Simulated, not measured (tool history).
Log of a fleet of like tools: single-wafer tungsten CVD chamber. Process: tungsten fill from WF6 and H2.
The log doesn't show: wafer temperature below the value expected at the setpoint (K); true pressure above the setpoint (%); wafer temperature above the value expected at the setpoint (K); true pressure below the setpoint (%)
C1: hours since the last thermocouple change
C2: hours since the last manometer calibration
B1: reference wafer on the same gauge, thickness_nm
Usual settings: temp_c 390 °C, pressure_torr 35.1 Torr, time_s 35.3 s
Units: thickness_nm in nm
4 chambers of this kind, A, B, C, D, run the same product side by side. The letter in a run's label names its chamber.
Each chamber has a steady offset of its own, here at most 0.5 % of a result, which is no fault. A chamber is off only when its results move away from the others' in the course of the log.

run 1A hour=9.6 | temp_c=390 pressure_torr=35.1 time_s=35.3 | C1=1619.2 C2=806.9 | B1=78.59 | thickness_nm=91.482
run 2C hour=18.6 | temp_c=390 pressure_torr=35.1 time_s=35.3 | C1=164.1 C2=847.8 | B1=78.533 | thickness_nm=91.773
run 3D hour=26.3 | temp_c=390 pressure_torr=35.1 time_s=35.3 | C1=1829.9 C2=370.7 | B1=78.553 | thickness_nm=91.202
run 4B hour=32.7 | temp_c=390 pressure_torr=35.1 time_s=35.3 | C1=2663.1 C2=908.8 | B1=78.554 | thickness_nm=91.782
run 5C hour=42.2 | temp_c=390 pressure_torr=35.1 time_s=35.3 | C1=187.7 C2=871.4 | B1=78.506 | thickness_nm=91.414
run 6B hour=49.1 | temp_c=390 pressure_torr=35.1 time_s=35.3 | C1=2679.5 C2=925.2 | B1=78.516 | thickness_nm=91.513
run 7D hour=61.3 | temp_c=390 pressure_torr=35.1 time_s=35.3 | C1=1864.9 C2=405.7 | B1=78.474 | thickness_nm=90.803
run 8A hour=71.7 | temp_c=390 pressure_torr=35.1 time_s=35.3 | C1=1681.3 C2=869 | B1=78.455 | thickness_nm=91.528
run 9D hour=78.4 | temp_c=390 pressure_torr=35.1 time_s=35.3 | C1=1882 C2=422.8 | B1=78.464 | thickness_nm=90.877
run 10C hour=84.5 | temp_c=390 pressure_torr=35.1 time_s=35.3 | C1=230 C2=913.7 | B1=78.423 | thickness_nm=91.48
run 11B hour=96.4 | temp_c=390 pressure_torr=35.1 time_s=35.3 | C1=2726.8 C2=972.5 | B1=78.399 | thickness_nm=91.637
run 12A hour=108.3 | temp_c=390 pressure_torr=35.1 time_s=35.3 | C1=1717.9 C2=905.6 | B1=78.407 | thickness_nm=91.507
run 13D hour=118.7 | temp_c=390 pressure_torr=35.1 time_s=35.3 | C1=1922.3 C2=463.1 | B1=78.372 | thickness_nm=90.868
run 14B hour=127.7 | temp_c=390 pressure_torr=35.1 time_s=35.3 | C1=2758.1 C2=1003.8 | B1=78.324 | thickness_nm=91.367
run 15C hour=138.2 | temp_c=390 pressure_torr=35.1 time_s=35.3 | C1=283.7 C2=967.4 | B1=78.292 | thickness_nm=91.367
run 16A hour=146.6 | temp_c=390 pressure_torr=35.1 time_s=35.3 | C1=1756.2 C2=943.9 | B1=78.27 | thickness_nm=91.416
run 17B hour=153.8 | temp_c=390 pressure_torr=35.1 time_s=35.3 | C1=2784.2 C2=1029.9 | B1=78.26 | thickness_nm=91.384
run 18D hour=161.4 | temp_c=390 pressure_torr=35.1 time_s=35.3 | C1=1965 C2=505.8 | B1=78.249 | thickness_nm=90.802
run 19C hour=171.2 | temp_c=390 pressure_torr=35.1 time_s=35.3 | C1=316.7 C2=1000.4 | B1=78.227 | thickness_nm=91.591
run 20A hour=181.5 | temp_c=381 pressure_torr=39.8 time_s=35.3 | C1=1791.1 C2=978.8 | B1=78.18 | thickness_nm=80.6
run 21D hour=187.7 | temp_c=381 pressure_torr=39.8 time_s=35.3 | C1=1991.3 C2=532.1 | B1=78.213 | thickness_nm=80.204
run 22B hour=195.3 | temp_c=381 pressure_torr=39.8 time_s=35.3 | C1=2825.7 C2=1071.4 | B1=78.141 | thickness_nm=80.82
run 23C hour=202.3 | temp_c=381 pressure_torr=39.8 time_s=35.3 | C1=347.8 C2=1031.5 | B1=78.193 | thickness_nm=80.688
run 24A hour=210.3 | temp_c=390 pressure_torr=35.1 time_s=35.3 | C1=1819.9 C2=1007.6 | B1=78.148 | thickness_nm=91.061
-- hour=213.3 chamber D: thermocouple changed; heater temperature recalibrated
run 25D hour=215.7 | temp_c=390 pressure_torr=35.1 time_s=35.3 | C1=2.4 C2=560.1 | B1=78.148 | thickness_nm=90.601
run 26B hour=225.9 | temp_c=390 pressure_torr=35.1 time_s=35.3 | C1=2856.3 C2=1102 | B1=78.139 | thickness_nm=90.722
run 27C hour=234.9 | temp_c=390 pressure_torr=39.7 time_s=28.8 | C1=380.4 C2=1064.1 | B1=78.077 | thickness_nm=78.742
run 28A hour=244.6 | temp_c=390 pressure_torr=39.7 time_s=28.8 | C1=1854.2 C2=1041.9 | B1=78.04 | thickness_nm=78.424
run 29B hour=254.2 | temp_c=390 pressure_torr=39.7 time_s=28.8 | C1=2884.6 C2=1130.3 | B1=78.064 | thickness_nm=78.477

What goes on in this fleet: one chamber off, a drifting gauge, or nothing beyond the chambers' own small offsets? Name the chamber and the cause, if any.

The gauge drifts, so all chambers seem to drift together. No chamber is off.
Cause: gauge reads low (%) = 0.724.
